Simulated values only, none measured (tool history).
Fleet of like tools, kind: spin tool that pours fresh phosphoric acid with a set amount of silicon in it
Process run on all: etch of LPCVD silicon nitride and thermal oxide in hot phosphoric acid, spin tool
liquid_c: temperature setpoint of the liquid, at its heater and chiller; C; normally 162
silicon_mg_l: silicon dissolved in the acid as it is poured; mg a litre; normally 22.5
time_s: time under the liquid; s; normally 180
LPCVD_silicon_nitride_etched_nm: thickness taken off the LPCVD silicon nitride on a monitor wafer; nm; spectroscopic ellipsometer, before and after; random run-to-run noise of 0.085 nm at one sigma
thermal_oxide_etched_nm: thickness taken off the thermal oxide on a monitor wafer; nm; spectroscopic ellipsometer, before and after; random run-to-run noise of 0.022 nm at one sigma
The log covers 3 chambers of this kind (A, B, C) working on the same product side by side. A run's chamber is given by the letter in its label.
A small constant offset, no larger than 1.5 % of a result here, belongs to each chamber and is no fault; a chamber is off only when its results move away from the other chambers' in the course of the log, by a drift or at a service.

run	hour	liquid_c	silicon_mg_l	time_s	hours since the thermometer was replaced	hours since the dissolved silicon flow meter was replaced	hours since the heated supply line was repaired	read-back film thickness of the LPCVD silicon nitride reference wafer, read on the same gauge (nm)	read-back film thickness of the thermal oxide reference wafer, read on the same gauge (nm)	LPCVD_silicon_nitride_etched_nm	thermal_oxide_etched_nm
1A	2.3	162	22.5	180	1291.9	786.9	829.9	119.95	30.008	18.3	0.35313
2C	4.8	162	22.5	180	288.1	1244.1	211.2	120.03	30.012	18.067	0.32054
3B	8.1	162	22.5	180	66.5	753.9	1789.1	119.98	30.013	18.122	0.38764
4A	10.8	162	22.5	180	1300.4	795.4	838.4	119.99	29.995	18.194	0.34073
5B	15.1	162	22.5	180	73.5	760.9	1796.1	120.02	29.97	18.081	0.37441
6C	18.9	162	22.5	180	302.2	1258.2	225.3	119.95	29.994	18.011	0.33321
7C	22	162	22.5	180	305.3	1261.3	228.4	120.05	30.011	18.039	0.36684
8B	24.4	162	22.5	180	82.8	770.2	1805.4	119.95	30.005	18.141	0.32342
9A	28.9	162	22.5	180	1318.5	813.5	856.5	119.97	29.982	18.223	0.35248
10C	31.2	162	22.5	180	314.5	1270.5	237.6	119.97	30.023	18.124	0.35197
11A	35.6	162	22.5	180	1325.2	820.2	863.2	119.98	30.003	18.164	0.33114
12B	38	162	22.5	180	96.4	783.8	1819	119.99	30.014	17.985	0.34723
13B	42.3	162	22.5	180	100.7	788.1	1823.3	120.01	30.021	18.117	0.33743
14A	44.6	162	22.5	180	1334.2	829.2	872.2	120	29.997	18.286	0.32391
15C	46.8	162	22.5	180	330.1	1286.1	253.2	119.99	29.99	17.931	0.32574
16A	50.9	162	22.5	180	1340.5	835.5	878.5	120.03	30.015	18.148	0.34946
17B	53.7	162	22.5	180	112.1	799.5	1834.7	120.05	30.013	18.062	0.32805
18C	58.3	162	22.5	180	341.6	1297.6	264.7	120.03	30.012	17.914	0.35226
19A	62.1	162	22.5	180	1351.7	846.7	889.7	119.98	30.01	18.111	0.33673
20C	67.1	162	22.5	180	350.4	1306.4	273.5	119.95	30.013	18.02	0.35369
21B	69.9	162	22.5	180	128.3	815.7	1850.9	120.02	29.983	18.135	0.32311
22B	73.3	162	22.5	125	131.7	819.1	1854.3	119.98	30.015	12.545	0.22975
23C	78.3	162	22.5	125	361.6	1317.6	284.7	119.96	29.989	12.61	0.23241
24A	81.2	162	22.5	125	1370.8	865.8	908.8	119.95	30.003	12.606	0.22027
25C	84.9	162	22.5	180	368.2	1324.2	291.3	119.98	29.999	17.855	0.32351
26B	89.8	161	22.5	125	148.2	835.6	1870.8	119.99	30.013	12.153	0.24996
27A	92.1	161	22.5	125	1381.7	876.7	919.7	120	30.023	12.296	0.21994
28C	97	161	22.5	125	380.3	1336.3	303.4	120.01	30.026	12.237	0.23677
29B	100.5	162	31	235	158.9	846.3	1881.5	120.02	30.001	23.445	0.31228
30A	104.2	162	31	235	1393.8	888.8	931.8	120.01	29.994	23.738	0.35732
31B	106.3	162	31	235	164.7	852.1	1887.3	119.99	30.01	23.559	0.37222

Each of the 3 chambers runs these same settings next. Fill in every chamber's results:
32A	109.9	162	22.5	180						?	?
32B	109.9	162	22.5	180						?	?
32C	109.9	162	22.5	180						?	?

run	LPCVD_silicon_nitride_etched_nm	thermal_oxide_etched_nm
32A	18.283	0.33873
32B	18.06	0.33445
32C	18.057	0.33912

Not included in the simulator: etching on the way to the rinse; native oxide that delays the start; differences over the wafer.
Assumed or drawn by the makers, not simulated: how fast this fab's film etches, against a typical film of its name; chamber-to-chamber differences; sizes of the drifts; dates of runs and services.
